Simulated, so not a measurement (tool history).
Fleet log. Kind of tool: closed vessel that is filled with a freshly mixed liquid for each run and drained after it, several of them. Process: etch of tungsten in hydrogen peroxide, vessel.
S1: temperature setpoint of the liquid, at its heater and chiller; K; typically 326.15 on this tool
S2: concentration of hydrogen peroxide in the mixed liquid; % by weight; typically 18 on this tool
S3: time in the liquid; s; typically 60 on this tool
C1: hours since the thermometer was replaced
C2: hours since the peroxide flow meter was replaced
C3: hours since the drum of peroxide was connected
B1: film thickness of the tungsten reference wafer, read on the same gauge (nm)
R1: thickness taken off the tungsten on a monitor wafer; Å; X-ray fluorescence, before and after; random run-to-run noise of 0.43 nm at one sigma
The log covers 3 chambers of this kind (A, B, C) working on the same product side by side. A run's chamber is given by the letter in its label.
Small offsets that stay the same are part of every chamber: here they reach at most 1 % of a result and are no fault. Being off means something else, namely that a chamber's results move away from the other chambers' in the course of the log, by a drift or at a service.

run   hour      S1  S2  S3     C1      C2     C3      B1      R1
 1B    7.1  326.15  18  60   37.4   869.1   17.0  50.031  572.29
 2A   17.8  326.15  18  60  408.7   794.8  267.4  50.003  569.55
 3C   32.6  326.15  18  60  530.5   255.6   85.9  50.007  572.39
 4B   41.6  326.15  18  60   71.9   903.6   51.5  50.006  571.51
 5A   51.6  326.15  18  60  442.5   828.6  301.2  50.019  581.12
 6C   65.4  326.15  18  60  563.3   288.4  118.7  49.977  577.00
 7A   76.9  326.15  18  60  467.8   853.9  326.5  50.006  579.62
 8B   91.6  326.15  18  60  121.9   953.6  101.5  50.007  564.24
 9C  102.6  326.15  18  60  600.5   325.6  155.9  49.977  570.82
10B  116.4  326.15  18  60  146.7   978.4  126.3  49.990  578.21
11C  129.4  326.15  18  60  627.3   352.4  182.7  49.991  569.08
12A  143.6  326.15  18  60  534.5   920.6  393.2  50.008  572.21
13B  155.8  326.15  18  60  186.1  1017.8  165.7  50.005  578.36
14A  168.6  326.15  18  60  559.5   945.6  418.2  50.006  579.32
15C  181.8  326.15  18  60  679.7   404.8  235.1  49.999  562.04
16B  191.6  326.15  18  60  221.9  1053.6  201.5  50.018  574.09
17A  199.5  326.15  18  60  590.4   976.5  449.1  49.989  579.75
18C  208.2  326.15  18  60  706.1   431.2  261.5  50.003  549.51
19C  218.1  326.15  18  60  716.0   441.1  271.4  50.000  561.84
20B  226.3  326.15  18  60  256.6  1088.3  236.2  50.002  572.28
21A  234.5  326.15  18  60  625.4  1011.5  484.1  49.998  575.44
22C  242.4  326.15  18  60  740.3   465.4  295.7  50.004  553.55
23B  251.7  326.15  18  60  282.0  1113.7  261.6  50.001  572.22
24A  268.0  326.15  18  60  658.9  1045.0  517.6  50.006  580.33
25C  281.3  326.15  18  60  779.2   504.3  334.6  49.999  547.79
26B  289.3  326.15  18  60  319.6  1151.3  299.2  49.982  570.83
27A  301.6  326.15  18  60  692.5  1078.6  551.2  49.987  579.46
28C  314.6  326.15  18  60  812.5   537.6  367.9  50.018  550.20
29B  330.4  326.15  18  60  360.7  1192.4  340.3  50.005  573.26
30A  344.7  326.15  18  60  735.6  1121.7  594.3  50.009  576.64

Is one chamber off against the others, does the gauge drift, or is nothing wrong? If a chamber is off, say which, and what the likeliest cause is.

Little by little, chamber C moves away from the other chambers.
Cause: peroxide flow below the setpoint (%) = 11.3.
Not necessarily distinguishable in this log from: liquid colder than its thermometer reads (K).

Here are 4 candidates for chamber C's next run, each the usual settings with a change, their results left as question marks. Which one brings its results back in line with what the others give on the usual settings?
In line here means within this much of the mean the other chambers give on the usual settings: R1 15.00 Å
31C-1  356.5  326.65  18  60                   ?
31C-2  356.5  325.15  18  60                   ?
31C-3  356.5  325.65  18  60                   ?
31C-4  356.5  327.15  18  60                   ?

On the usual settings, the other chambers give on average: R1 575.06 Å
  run      R1
31C-1  552.77
31C-2  505.12
31C-3  520.58
31C-4  569.53
Change 31C-4 lands the chamber within the allowed miss of the other chambers.

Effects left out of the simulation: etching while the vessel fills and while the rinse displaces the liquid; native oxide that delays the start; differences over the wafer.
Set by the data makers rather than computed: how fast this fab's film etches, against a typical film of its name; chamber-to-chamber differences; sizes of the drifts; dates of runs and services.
